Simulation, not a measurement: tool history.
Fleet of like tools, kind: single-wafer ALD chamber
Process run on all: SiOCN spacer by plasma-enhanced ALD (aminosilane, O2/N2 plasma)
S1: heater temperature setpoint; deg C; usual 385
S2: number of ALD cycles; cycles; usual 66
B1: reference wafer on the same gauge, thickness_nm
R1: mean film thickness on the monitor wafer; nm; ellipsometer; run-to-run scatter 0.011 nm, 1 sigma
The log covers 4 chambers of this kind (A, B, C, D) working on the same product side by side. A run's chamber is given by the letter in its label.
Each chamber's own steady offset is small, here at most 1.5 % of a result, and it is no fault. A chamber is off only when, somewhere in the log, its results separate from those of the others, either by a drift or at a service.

run,hour,S1,S2,B1,R1
1A,3.4,385,66,3.993,4.0057
2D,6.4,385,66,3.991,3.9469
3C,11.4,385,66,3.9888,4.0037
4B,14.4,385,66,3.991,4.0232
5D,18.6,385,66,3.9874,3.9544
6C,22.2,385,66,3.9911,3.9913
7B,26.2,385,66,3.9887,4.0497
8A,30.1,385,66,3.9914,4.0017
9D,33,385,66,3.9914,3.9577
10B,35.2,395,74,3.9916,4.5058
11C,38.7,395,74,3.9892,4.4842
12A,42.2,395,74,3.99,4.4903
13D,45.2,395,74,3.9923,4.4255
14C,47.9,385,66,3.9894,4.0035
15B,50.3,385,66,3.9902,4.0204
16A,54.3,385,57,3.9921,3.4546
17B,56.9,385,57,3.9905,3.4762
18A,59.7,385,57,3.9877,3.4537
19C,63.5,385,57,3.99,3.4627
20D,67.1,385,66,3.9888,3.9566
21C,72,385,66,3.99,3.9986
22D,76,385,66,3.9894,3.9591
23B,79.3,385,66,3.9882,4.0266
24A,83.1,385,66,3.9886,4.0182
25A,87.1,375,66,3.9893,4.0041
26D,91.7,375,66,3.9899,3.9611
27C,95.8,375,66,3.991,3.985
28B,98.2,375,66,3.9927,4.0105
29D,102.6,385,66,3.989,3.9491
30B,107.4,385,66,3.9902,4.0228
31C,111.4,385,66,3.9901,4.0093
32A,113.9,371,74,3.9916,4.4916
33D,116.9,371,74,3.9908,4.446

Next, all 4 chambers run the settings below, one line each with question marks for the results. What does each chamber give?
34A,120.5,385,59,,?
34B,120.5,385,59,,?
34C,120.5,385,59,,?
34D,120.5,385,59,,?

run,R1
34A,3.5747
34B,3.6218
34C,3.5728
34D,3.5383

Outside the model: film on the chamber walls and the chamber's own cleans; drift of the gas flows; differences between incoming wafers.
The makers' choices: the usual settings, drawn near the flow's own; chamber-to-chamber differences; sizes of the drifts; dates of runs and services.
